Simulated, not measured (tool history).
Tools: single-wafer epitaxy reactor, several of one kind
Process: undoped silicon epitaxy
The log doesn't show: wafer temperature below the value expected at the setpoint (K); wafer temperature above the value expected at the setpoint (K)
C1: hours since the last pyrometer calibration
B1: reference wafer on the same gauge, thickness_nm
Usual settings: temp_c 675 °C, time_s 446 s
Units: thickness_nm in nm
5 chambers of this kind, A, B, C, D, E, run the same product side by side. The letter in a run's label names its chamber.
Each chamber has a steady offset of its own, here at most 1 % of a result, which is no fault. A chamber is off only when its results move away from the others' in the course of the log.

Run 1B, hour 5.0: usual settings; C1 486.0; B1 140.06. Result: thickness_nm 127.30 nm.
Run 2A, hour 10.0: usual settings; C1 902.0; B1 140.12. Result: thickness_nm 126.37 nm.
Run 3C, hour 17.2: usual settings; C1 2126.8; B1 140.00. Result: thickness_nm 125.88 nm.
Run 4E, hour 24.2: usual settings; C1 930.9; B1 139.87. Result: thickness_nm 125.46 nm.
Run 5D, hour 29.8: usual settings but temp_c 664 °C, time_s 521 s; C1 337.7; B1 140.10. Result: thickness_nm 117.01 nm.
Run 6D, hour 37.1: usual settings but temp_c 664 °C, time_s 521 s; C1 345.0; B1 139.85. Result: thickness_nm 118.13 nm.
Run 7C, hour 45.1: usual settings but temp_c 664 °C, time_s 521 s; C1 2154.7; B1 139.99. Result: thickness_nm 117.97 nm.
Run 8A, hour 51.4: usual settings but temp_c 664 °C, time_s 521 s; C1 943.4; B1 139.81. Result: thickness_nm 116.83 nm.
Run 9E, hour 57.3: usual settings but temp_c 664 °C, time_s 521 s; C1 964.0; B1 139.89. Result: thickness_nm 116.30 nm.
Run 10B, hour 61.1: usual settings; C1 542.1; B1 139.96. Result: thickness_nm 128.74 nm.
Run 11C, hour 69.2: usual settings; C1 2178.8; B1 139.96. Result: thickness_nm 127.10 nm.
Run 12D, hour 73.1: usual settings; C1 381.0; B1 139.89. Result: thickness_nm 125.89 nm.
Run 13A, hour 81.3: usual settings; C1 973.3; B1 139.88. Result: thickness_nm 126.19 nm.
Run 14B, hour 89.2: usual settings; C1 570.2; B1 139.82. Result: thickness_nm 128.28 nm.
Run 15E, hour 96.2: usual settings; C1 1002.9; B1 139.89. Result: thickness_nm 125.36 nm.
Run 16D, hour 103.0: usual settings but temp_c 670 °C, time_s 413 s; C1 410.9; B1 140.05. Result: thickness_nm 105.18 nm.
At hour 105.4: chamber C: pyrometer calibrated.
Run 17B, hour 109.5: usual settings but temp_c 670 °C, time_s 413 s; C1 590.5; B1 139.86. Result: thickness_nm 108.04 nm.
Run 18E, hour 117.3: usual settings but temp_c 670 °C, time_s 413 s; C1 1024.0; B1 140.16. Result: thickness_nm 105.16 nm.
Run 19C, hour 123.0: usual settings but temp_c 670 °C, time_s 413 s; C1 17.6; B1 140.05. Result: thickness_nm 106.45 nm.
Run 20A, hour 129.9: usual settings but temp_c 670 °C, time_s 413 s; C1 1021.9; B1 139.90. Result: thickness_nm 104.90 nm.
Run 21E, hour 134.7: usual settings; C1 1041.4; B1 140.08. Result: thickness_nm 125.75 nm.
Run 22C, hour 140.0: usual settings; C1 34.6; B1 140.03. Result: thickness_nm 126.81 nm.
Run 23D, hour 144.7: usual settings but time_s 485 s; C1 452.6; B1 140.09. Result: thickness_nm 137.82 nm.
Run 24B, hour 148.6: usual settings but time_s 485 s; C1 629.6; B1 139.88. Result: thickness_nm 141.41 nm.
Run 25A, hour 153.8: usual settings but time_s 485 s; C1 1045.8; B1 139.85. Result: thickness_nm 136.87 nm.
Run 26C, hour 158.9: usual settings but time_s 485 s; C1 53.5; B1 140.03. Result: thickness_nm 136.86 nm.
Run 27B, hour 166.2: usual settings but time_s 485 s; C1 647.2; B1 140.06. Result: thickness_nm 140.55 nm.
Run 28A, hour 173.5: usual settings but time_s 416 s; C1 1065.5; B1 139.98. Result: thickness_nm 118.11 nm.
Run 29E, hour 179.2: usual settings but time_s 416 s; C1 1085.9; B1 140.18. Result: thickness_nm 117.87 nm.
Run 30D, hour 186.9: usual settings but time_s 416 s; C1 494.8; B1 140.03. Result: thickness_nm 117.97 nm.
Run 31B, hour 192.5: usual settings but time_s 416 s; C1 673.5; B1 140.03. Result: thickness_nm 121.72 nm.
Run 32C, hour 199.1: usual settings but time_s 416 s; C1 93.7; B1 140.14. Result: thickness_nm 119.15 nm.
Run 33A, hour 204.4: usual settings but temp_c 684 °C, time_s 504 s; C1 1096.4; B1 139.92. Result: thickness_nm 171.68 nm.
Run 34E, hour 208.1: usual settings but temp_c 684 °C, time_s 504 s; C1 1114.8; B1 140.29. Result: thickness_nm 173.54 nm.
Run 35D, hour 214.1: usual settings but temp_c 684 °C, time_s 504 s; C1 522.0; B1 139.87. Result: thickness_nm 172.23 nm.
Run 36B, hour 220.0: usual settings but temp_c 684 °C, time_s 504 s; C1 701.0; B1 140.02. Result: thickness_nm 177.36 nm.
Run 37E, hour 228.3: usual settings but temp_c 684 °C, time_s 504 s; C1 1135.0; B1 139.95. Result: thickness_nm 170.75 nm.
Run 38D, hour 232.7: usual settings; C1 540.6; B1 140.11. Result: thickness_nm 126.91 nm.
Run 39C, hour 240.1: usual settings; C1 134.7; B1 139.93. Result: thickness_nm 127.37 nm.

Is one chamber off against the others, does the gauge drift, or is nothing wrong? If a chamber is off, say which, and what the likeliest cause is.

Chamber B drifts away from the others.
Cause: wafer temperature above the value expected at the setpoint (K) = 1.97.

Here are 4 candidates for chamber B's next run, each the usual settings with a change, their results left as question marks. Which one brings its results back in line with what the others give on the usual settings?
In line means no further than this from the other chambers' mean on the usual settings: thickness_nm 2.20 nm
Run 40B-1, hour 246.0: usual settings but temp_c 673 °C. Result: thickness_nm ?.
Run 40B-2, hour 246.0: usual settings but temp_c 676 °C, time_s 452 s. Result: thickness_nm ?.
Run 40B-3, hour 246.0: usual settings but time_s 447 s. Result: thickness_nm ?.
Run 40B-4, hour 246.0: usual settings but time_s 442 s. Result: thickness_nm ?.

The other chambers' mean on the usual settings: thickness_nm 126.41 nm
  run  thickness_nm
40B-1        126.10
40B-2        135.82
40B-3        131.62
40B-4        130.15
40B-1 brings the chamber back in line.
